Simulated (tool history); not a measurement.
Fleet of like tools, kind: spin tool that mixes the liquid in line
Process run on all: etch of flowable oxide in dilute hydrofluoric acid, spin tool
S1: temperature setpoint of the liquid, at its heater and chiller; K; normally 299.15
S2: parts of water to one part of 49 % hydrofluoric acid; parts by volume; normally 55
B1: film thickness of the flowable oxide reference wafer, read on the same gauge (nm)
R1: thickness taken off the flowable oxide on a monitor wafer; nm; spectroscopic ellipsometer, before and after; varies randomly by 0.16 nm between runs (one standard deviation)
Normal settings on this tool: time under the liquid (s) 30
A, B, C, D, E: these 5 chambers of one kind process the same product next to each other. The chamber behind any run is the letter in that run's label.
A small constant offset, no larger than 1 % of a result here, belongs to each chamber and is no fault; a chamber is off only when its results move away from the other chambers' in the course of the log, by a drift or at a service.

Run 1D, hour 2.3: usual settings; B1 140.00. Result: R1 19.2050 nm.
Run 2A, hour 6.2: usual settings; B1 139.99. Result: R1 19.1020 nm.
Run 3E, hour 9.4: usual settings; B1 139.99. Result: R1 19.1990 nm.
Run 4B, hour 12.6: usual settings; B1 139.97. Result: R1 18.9550 nm.
Run 5C, hour 15.8: usual settings; B1 140.02. Result: R1 19.0770 nm.
Run 6A, hour 17.7: usual settings; B1 140.02. Result: R1 18.7090 nm.
Run 7C, hour 20.2: usual settings; B1 140.00. Result: R1 19.3510 nm.
Run 8E, hour 23.3: usual settings but time under the liquid (s) 35; B1 140.02. Result: R1 22.5920 nm.
Run 9D, hour 27.4: usual settings but time under the liquid (s) 35; B1 139.99. Result: R1 22.3140 nm.
Run 10B, hour 31.8: usual settings but time under the liquid (s) 35; B1 139.99. Result: R1 22.3340 nm.
Run 11A, hour 36.0: usual settings but time under the liquid (s) 35; B1 140.01. Result: R1 22.2310 nm.
Run 12C, hour 39.1: usual settings but time under the liquid (s) 35; B1 140.00. Result: R1 22.0500 nm.
Run 13E, hour 41.2: usual settings; B1 140.00. Result: R1 19.2320 nm.
Run 14B, hour 43.5: usual settings; B1 139.99. Result: R1 18.8180 nm.
Run 15D, hour 46.0: usual settings but S1 294.65 K, time under the liquid (s) 15; B1 140.00. Result: R1 7.8941 nm.
Run 16D, hour 48.0: usual settings but S1 294.65 K, time under the liquid (s) 15; B1 140.01. Result: R1 7.8637 nm.
Run 17B, hour 51.4: usual settings but S1 294.65 K, time under the liquid (s) 15; B1 140.01. Result: R1 7.8663 nm.
Run 18A, hour 53.6: usual settings but S1 294.65 K, time under the liquid (s) 15; B1 139.98. Result: R1 7.8609 nm.
Run 19E, hour 57.9: usual settings but S1 294.65 K, time under the liquid (s) 15; B1 140.00. Result: R1 8.0541 nm.
Run 20C, hour 62.0: usual settings; B1 140.01. Result: R1 19.2630 nm.
Run 21C, hour 65.0: usual settings but S1 301.15 K, S2 45 parts by volume; B1 140.00. Result: R1 25.4100 nm.
Run 22D, hour 67.7: usual settings but S1 301.15 K, S2 45 parts by volume; B1 139.99. Result: R1 25.5460 nm.
Run 23A, hour 70.0: usual settings but S1 301.15 K, S2 45 parts by volume; B1 140.03. Result: R1 25.4000 nm.
Run 24B, hour 74.3: usual settings but S1 301.15 K, S2 45 parts by volume; B1 140.00. Result: R1 25.3330 nm.
Run 25E, hour 76.4: usual settings but S1 301.15 K, S2 45 parts by volume; B1 140.00. Result: R1 25.5900 nm.
At hour 78.9: chamber E: thermometer replaced.
Run 26E, hour 79.8: usual settings; B1 140.00. Result: R1 18.9260 nm.
Run 27C, hour 83.9: usual settings; B1 140.01. Result: R1 19.4490 nm.
Run 28A, hour 88.0: usual settings; B1 139.99. Result: R1 18.8650 nm.
Run 29B, hour 90.7: usual settings; B1 139.98. Result: R1 19.3030 nm.
At hour 93.1: chamber D: hydrofluoric acid flow meter replaced.
Run 30D, hour 94.5: usual settings but S1 302.65 K, time under the liquid (s) 15; B1 139.98. Result: R1 11.0880 nm.

One chamber off, gauge drift, or nothing amiss beyond the chambers' own small offsets? If it is a chamber, which one, and what is the likeliest cause?

Neither any chamber nor the gauge drifts; the chambers differ only by their own small, steady offsets.
